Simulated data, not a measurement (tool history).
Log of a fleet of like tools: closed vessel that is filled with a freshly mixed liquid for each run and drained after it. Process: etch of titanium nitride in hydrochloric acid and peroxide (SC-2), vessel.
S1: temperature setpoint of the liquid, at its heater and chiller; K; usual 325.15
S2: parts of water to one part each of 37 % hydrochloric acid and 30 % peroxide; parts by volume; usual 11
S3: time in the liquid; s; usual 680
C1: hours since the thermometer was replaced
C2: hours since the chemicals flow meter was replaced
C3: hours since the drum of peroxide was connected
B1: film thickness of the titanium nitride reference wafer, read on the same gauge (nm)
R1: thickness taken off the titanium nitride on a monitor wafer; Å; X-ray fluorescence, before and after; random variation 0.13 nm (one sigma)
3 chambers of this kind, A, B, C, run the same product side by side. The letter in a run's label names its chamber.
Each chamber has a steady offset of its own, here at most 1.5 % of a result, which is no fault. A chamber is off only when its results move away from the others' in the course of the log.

run	hour	S1	S2	S3	C1	C2	C3	B1	R1
1C	5.5	325.15	11	680	2771.4	565.9	455	60.009	245.64
2A	12.2	325.15	11	680	2027	631.9	14.3	60.007	256.03
3B	18.1	325.15	11	680	978.4	1453.5	469.6	59.986	251.01
# hour 19: chamber C: chemicals flow meter replaced
# hour 22.9: chamber C: new drum of peroxide connected
4B	25.8	325.15	11	680	986.1	1461.2	477.3	60.028	251.33
5C	34.3	325.15	11	680	2800.2	15.3	11.4	59.979	249.37
6A	42.3	325.15	11	680	2057.1	662	44.4	60.024	254.84
7B	50.5	325.15	11	680	1010.8	1485.9	502	60.011	256.05
8A	60	325.15	11	680	2074.8	679.7	62.1	60.013	254.97
9C	68.5	319.15	11	680	2834.4	49.5	45.6	60.003	167.68
# hour 69: chamber B: new drum of peroxide connected
10C	75.3	319.15	11	680	2841.2	56.3	52.4	60.001	165.94
11B	81.2	319.15	11	680	1041.5	1516.6	12.3	60.011	172.9
12A	86.3	319.15	11	1040	2101.1	706	88.4	60.032	262.09
13A	94	319.15	11	1040	2108.8	713.7	96.1	59.99	263.31
14C	103.6	319.15	11	1040	2869.5	84.6	80.7	59.977	257.82
15B	110.7	325.15	11	680	1071	1546.1	41.8	59.975	264.9
16C	118.2	325.15	11	680	2884.1	99.2	95.3	59.989	249.09
17B	124.2	325.15	11	680	1084.5	1559.6	55.3	60.006	263.16
# hour 127.4: chamber A: thermometer replaced
# hour 129.1: chamber C: thermometer replaced
18A	131.1	325.15	11	680	3.8	750.8	133.2	60.003	255.34
19C	135.6	325.15	11	680	6.5	116.6	112.7	60.012	250.17
20B	145.2	325.15	11	680	1105.5	1580.6	76.3	60.004	266.38
21A	152.8	332.15	11	460	25.5	772.5	154.9	59.993	269.07
22B	157.1	332.15	11	460	1117.4	1592.5	88.2	59.993	283.58

All 3 chambers run these settings next. Forecast each chamber's results:
23A	164.4	325.15	11	680					?
23B	164.4	325.15	11	680					?
23C	164.4	325.15	11	680					?

run	R1
23A	254.6
23B	269.26
23C	251.76
